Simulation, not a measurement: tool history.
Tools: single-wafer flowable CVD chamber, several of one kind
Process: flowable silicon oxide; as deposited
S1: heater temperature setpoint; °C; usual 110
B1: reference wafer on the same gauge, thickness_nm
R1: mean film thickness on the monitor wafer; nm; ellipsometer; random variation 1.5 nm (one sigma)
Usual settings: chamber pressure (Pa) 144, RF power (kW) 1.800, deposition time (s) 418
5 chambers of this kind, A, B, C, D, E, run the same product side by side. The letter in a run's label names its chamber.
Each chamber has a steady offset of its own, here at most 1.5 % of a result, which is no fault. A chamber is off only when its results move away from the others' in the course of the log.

run 1A day=0.383 | S1=110 chamber_pressure_(Pa)=144 RF_power_(kW)=1.800 deposition_time_(s)=418 | B1=266.92 | R1=255.63
run 2E day=0.692 | S1=110 chamber_pressure_(Pa)=144 RF_power_(kW)=1.800 deposition_time_(s)=418 | B1=267.16 | R1=255.18
run 3C day=1.033 | S1=110 chamber_pressure_(Pa)=144 RF_power_(kW)=1.800 deposition_time_(s)=418 | B1=266.90 | R1=256.72
run 4D day=1.479 | S1=110 chamber_pressure_(Pa)=144 RF_power_(kW)=1.800 deposition_time_(s)=418 | B1=266.87 | R1=254.35
run 5B day=2.092 | S1=110 chamber_pressure_(Pa)=144 RF_power_(kW)=1.800 deposition_time_(s)=418 | B1=266.98 | R1=255.10
run 6C day=2.625 | S1=110 chamber_pressure_(Pa)=109 RF_power_(kW)=1.800 deposition_time_(s)=453 | B1=267.28 | R1=196.18
run 7D day=3.000 | S1=110 chamber_pressure_(Pa)=109 RF_power_(kW)=1.800 deposition_time_(s)=453 | B1=266.82 | R1=199.16
run 8B day=3.579 | S1=110 chamber_pressure_(Pa)=109 RF_power_(kW)=1.800 deposition_time_(s)=453 | B1=267.13 | R1=196.85
run 9A day=3.904 | S1=110 chamber_pressure_(Pa)=109 RF_power_(kW)=1.800 deposition_time_(s)=453 | B1=266.98 | R1=198.35
-- day=4.108 chamber D: thermocouple changed; heater temperature recalibrated
run 10E day=4.271 | S1=110 chamber_pressure_(Pa)=109 RF_power_(kW)=1.800 deposition_time_(s)=453 | B1=266.83 | R1=195.01
run 11A day=4.712 | S1=110 chamber_pressure_(Pa)=144 RF_power_(kW)=1.800 deposition_time_(s)=418 | B1=267.01 | R1=256.10
run 12B day=5.038 | S1=110 chamber_pressure_(Pa)=144 RF_power_(kW)=1.800 deposition_time_(s)=418 | B1=266.97 | R1=256.50
run 13E day=5.433 | S1=110 chamber_pressure_(Pa)=144 RF_power_(kW)=1.800 deposition_time_(s)=418 | B1=267.33 | R1=255.21
run 14D day=6.054 | S1=96 chamber_pressure_(Pa)=144 RF_power_(kW)=1.800 deposition_time_(s)=465 | B1=266.96 | R1=456.14
run 15C day=6.496 | S1=96 chamber_pressure_(Pa)=144 RF_power_(kW)=1.800 deposition_time_(s)=465 | B1=266.97 | R1=454.60
run 16D day=6.850 | S1=96 chamber_pressure_(Pa)=144 RF_power_(kW)=1.800 deposition_time_(s)=465 | B1=266.90 | R1=454.11
run 17C day=7.175 | S1=96 chamber_pressure_(Pa)=144 RF_power_(kW)=1.800 deposition_time_(s)=465 | B1=267.08 | R1=453.01
run 18B day=7.475 | S1=96 chamber_pressure_(Pa)=144 RF_power_(kW)=1.800 deposition_time_(s)=465 | B1=267.14 | R1=448.83
-- day=7.658 chamber A: RF generator calibrated
run 19A day=8.038 | S1=110 chamber_pressure_(Pa)=169 RF_power_(kW)=1.800 deposition_time_(s)=360 | B1=267.36 | R1=262.83
run 20E day=8.596 | S1=110 chamber_pressure_(Pa)=169 RF_power_(kW)=1.800 deposition_time_(s)=360 | B1=267.15 | R1=265.61
run 21A day=9.171 | S1=110 chamber_pressure_(Pa)=169 RF_power_(kW)=1.800 deposition_time_(s)=360 | B1=266.88 | R1=261.66
run 22D day=9.462 | S1=110 chamber_pressure_(Pa)=169 RF_power_(kW)=1.800 deposition_time_(s)=360 | B1=267.21 | R1=269.92
run 23B day=9.825 | S1=110 chamber_pressure_(Pa)=169 RF_power_(kW)=1.800 deposition_time_(s)=360 | B1=267.02 | R1=261.98
run 24C day=10.300 | S1=110 chamber_pressure_(Pa)=144 RF_power_(kW)=1.800 deposition_time_(s)=418 | B1=267.19 | R1=256.27
-- day=10.371 chamber E: thermocouple changed; heater temperature recalibrated
run 25E day=10.592 | S1=110 chamber_pressure_(Pa)=144 RF_power_(kW)=1.800 deposition_time_(s)=418 | B1=266.83 | R1=252.35
run 26D day=10.871 | S1=110 chamber_pressure_(Pa)=144 RF_power_(kW)=1.800 deposition_time_(s)=418 | B1=267.18 | R1=264.73
run 27B day=11.288 | S1=110 chamber_pressure_(Pa)=144 RF_power_(kW)=1.800 deposition_time_(s)=418 | B1=266.82 | R1=253.17
run 28A day=11.633 | S1=110 chamber_pressure_(Pa)=144 RF_power_(kW)=1.800 deposition_time_(s)=418 | B1=267.23 | R1=252.97
run 29C day=12.204 | S1=110 chamber_pressure_(Pa)=144 RF_power_(kW)=1.680 deposition_time_(s)=418 | B1=266.85 | R1=249.45
run 30E day=12.658 | S1=110 chamber_pressure_(Pa)=144 RF_power_(kW)=1.680 deposition_time_(s)=418 | B1=267.37 | R1=249.36
run 31A day=13.112 | S1=110 chamber_pressure_(Pa)=144 RF_power_(kW)=1.680 deposition_time_(s)=418 | B1=266.92 | R1=252.38
run 32E day=13.388 | S1=110 chamber_pressure_(Pa)=144 RF_power_(kW)=1.680 deposition_time_(s)=418 | B1=266.87 | R1=250.42
run 33B day=13.888 | S1=110 chamber_pressure_(Pa)=144 RF_power_(kW)=1.680 deposition_time_(s)=418 | B1=266.94 | R1=250.33
run 34D day=14.179 | S1=110 chamber_pressure_(Pa)=144 RF_power_(kW)=1.800 deposition_time_(s)=418 | B1=267.32 | R1=265.75
run 35C day=14.554 | S1=110 chamber_pressure_(Pa)=144 RF_power_(kW)=1.800 deposition_time_(s)=418 | B1=267.13 | R1=257.12
run 36D day=14.908 | S1=110 chamber_pressure_(Pa)=144 RF_power_(kW)=1.800 deposition_time_(s)=418 | B1=267.18 | R1=266.17
run 37C day=15.383 | S1=110 chamber_pressure_(Pa)=144 RF_power_(kW)=1.800 deposition_time_(s)=418 | B1=266.81 | R1=258.45
run 38E day=15.904 | S1=110 chamber_pressure_(Pa)=144 RF_power_(kW)=1.800 deposition_time_(s)=418 | B1=267.04 | R1=252.96

Next, every chamber runs the same settings. What will each give?
run 39A day=16.350 | S1=110 chamber_pressure_(Pa)=144 RF_power_(kW)=1.800 deposition_time_(s)=418 | R1=?
run 39B day=16.350 | S1=110 chamber_pressure_(Pa)=144 RF_power_(kW)=1.800 deposition_time_(s)=418 | R1=?
run 39C day=16.350 | S1=110 chamber_pressure_(Pa)=144 RF_power_(kW)=1.800 deposition_time_(s)=418 | R1=?
run 39D day=16.350 | S1=110 chamber_pressure_(Pa)=144 RF_power_(kW)=1.800 deposition_time_(s)=418 | R1=?
run 39E day=16.350 | S1=110 chamber_pressure_(Pa)=144 RF_power_(kW)=1.800 deposition_time_(s)=418 | R1=?

run=39A R1=252.84
run=39B R1=255.51
run=39C R1=258.47
run=39D R1=270.76
run=39E R1=255.92

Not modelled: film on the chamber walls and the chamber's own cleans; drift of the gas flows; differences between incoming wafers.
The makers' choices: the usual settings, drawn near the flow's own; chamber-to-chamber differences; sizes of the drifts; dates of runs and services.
